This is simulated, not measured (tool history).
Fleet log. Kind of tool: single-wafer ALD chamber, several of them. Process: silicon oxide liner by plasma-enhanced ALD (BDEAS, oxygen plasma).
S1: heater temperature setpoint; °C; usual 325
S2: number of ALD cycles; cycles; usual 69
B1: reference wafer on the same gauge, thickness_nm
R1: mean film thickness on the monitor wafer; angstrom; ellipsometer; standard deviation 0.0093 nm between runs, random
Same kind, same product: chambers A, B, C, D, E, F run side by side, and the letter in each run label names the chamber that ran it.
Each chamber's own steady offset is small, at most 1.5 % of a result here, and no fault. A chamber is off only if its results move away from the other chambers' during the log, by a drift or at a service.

{"run": "1A", "hour": 5.6, "S1": 325, "S2": 69, "B1": 5.7482, "R1": 62.345}
{"run": "2D", "hour": 12.6, "S1": 325, "S2": 69, "B1": 5.7503, "R1": 62.057}
{"run": "3F", "hour": 22.1, "S1": 325, "S2": 69, "B1": 5.7471, "R1": 61.39}
{"run": "4C", "hour": 28.9, "S1": 325, "S2": 69, "B1": 5.747, "R1": 62.793}
{"run": "5B", "hour": 36.8, "S1": 325, "S2": 69, "B1": 5.7474, "R1": 61.767}
{"run": "6E", "hour": 48.7, "S1": 333, "S2": 74, "B1": 5.7453, "R1": 65.963}
{"run": "7F", "hour": 56.1, "S1": 333, "S2": 74, "B1": 5.7448, "R1": 65.209}
{"run": "8E", "hour": 65.9, "S1": 333, "S2": 74, "B1": 5.7443, "R1": 66.069}
{"run": "9B", "hour": 75.9, "S1": 333, "S2": 74, "B1": 5.7449, "R1": 65.475}
{"run": "10D", "hour": 83.3, "S1": 333, "S2": 74, "B1": 5.7437, "R1": 65.842}
{"run": "11A", "hour": 94.1, "S1": 333, "S2": 74, "B1": 5.7423, "R1": 66.243}
{"run": "12C", "hour": 102.4, "S1": 325, "S2": 69, "B1": 5.739, "R1": 62.492}
{"run": "13F", "hour": 108.2, "S1": 325, "S2": 69, "B1": 5.7417, "R1": 61.334}
{"run": "14E", "hour": 116.2, "S1": 325, "S2": 69, "B1": 5.7403, "R1": 62.31}
{"run": "15D", "hour": 128.1, "S1": 325, "S2": 62, "B1": 5.7397, "R1": 55.666}
{"run": "16C", "hour": 136.2, "S1": 325, "S2": 62, "B1": 5.7373, "R1": 56.251}
{"run": "17B", "hour": 146.1, "S1": 325, "S2": 62, "B1": 5.7367, "R1": 55.516}
{"run": "18A", "hour": 152.5, "S1": 325, "S2": 62, "B1": 5.7344, "R1": 55.995}
{"run": "19C", "hour": 160.2, "S1": 325, "S2": 62, "B1": 5.7353, "R1": 56.2}
{"run": "20E", "hour": 166.6, "S1": 325, "S2": 62, "B1": 5.7336, "R1": 55.864}
{"run": "21A", "hour": 176.5, "S1": 325, "S2": 69, "B1": 5.7333, "R1": 62.555}
{"run": "22D", "hour": 187.4, "S1": 325, "S2": 69, "B1": 5.7329, "R1": 61.84}
{"run": "23B", "hour": 195.3, "S1": 325, "S2": 69, "B1": 5.7328, "R1": 61.63}
{"run": "24F", "hour": 201.9, "S1": 325, "S2": 69, "B1": 5.7295, "R1": 61.402}
{"run": "25A", "hour": 213.1, "S1": 325, "S2": 69, "B1": 5.7311, "R1": 62.215}
{"run": "26D", "hour": 221.4, "S1": 325, "S2": 69, "B1": 5.7297, "R1": 62.026}
{"run": "27C", "hour": 232.0, "S1": 325, "S2": 69, "B1": 5.727, "R1": 62.465}
{"run": "28F", "hour": 243.4, "S1": 325, "S2": 69, "B1": 5.7291, "R1": 61.531}
{"run": "29B", "hour": 254.9, "S1": 325, "S2": 69, "B1": 5.7261, "R1": 61.615}
{"run": "30E", "hour": 262.5, "S1": 325, "S2": 69, "B1": 5.723, "R1": 62.052}
{"run": "31A", "hour": 269.8, "S1": 325, "S2": 69, "B1": 5.7241, "R1": 62.31}
{"hour": 274.1, "done": "chamber B: thermocouple changed; heater temperature recalibrated"}
{"run": "32E", "hour": 280.3, "S1": 325, "S2": 69, "B1": 5.7265, "R1": 62.069}
{"run": "33D", "hour": 289.4, "S1": 325, "S2": 69, "B1": 5.7236, "R1": 61.959}
{"run": "34F", "hour": 299.4, "S1": 325, "S2": 69, "B1": 5.7244, "R1": 61.23}
{"run": "35C", "hour": 304.8, "S1": 325, "S2": 69, "B1": 5.7212, "R1": 62.393}
{"run": "36B", "hour": 315.1, "S1": 325, "S2": 69, "B1": 5.7188, "R1": 61.441}
{"run": "37B", "hour": 325.1, "S1": 325, "S2": 69, "B1": 5.7201, "R1": 61.524}
{"run": "38F", "hour": 331.9, "S1": 325, "S2": 75, "B1": 5.7189, "R1": 66.669}
{"run": "39C", "hour": 339.8, "S1": 325, "S2": 75, "B1": 5.7167, "R1": 67.668}
{"run": "40A", "hour": 347.0, "S1": 325, "S2": 75, "B1": 5.7182, "R1": 67.611}
{"run": "41E", "hour": 353.3, "S1": 325, "S2": 75, "B1": 5.7176, "R1": 67.267}
{"run": "42D", "hour": 360.9, "S1": 325, "S2": 75, "B1": 5.7181, "R1": 67.282}
{"run": "43A", "hour": 369.1, "S1": 325, "S2": 75, "B1": 5.7158, "R1": 67.531}

The same settings go to every chamber for the next run, one line per chamber below. Forecast the results for each:
{"run": "44A", "hour": 377.7, "S1": 325, "S2": 79, "R1": "?"}
{"run": "44B", "hour": 377.7, "S1": 325, "S2": 79, "R1": "?"}
{"run": "44C", "hour": 377.7, "S1": 325, "S2": 79, "R1": "?"}
{"run": "44D", "hour": 377.7, "S1": 325, "S2": 79, "R1": "?"}
{"run": "44E", "hour": 377.7, "S1": 325, "S2": 79, "R1": "?"}
{"run": "44F", "hour": 377.7, "S1": 325, "S2": 79, "R1": "?"}

run=44A R1=71.141
run=44B R1=70.439
run=44C R1=71.37
run=44D R1=70.786
run=44E R1=70.965
run=44F R1=70.136
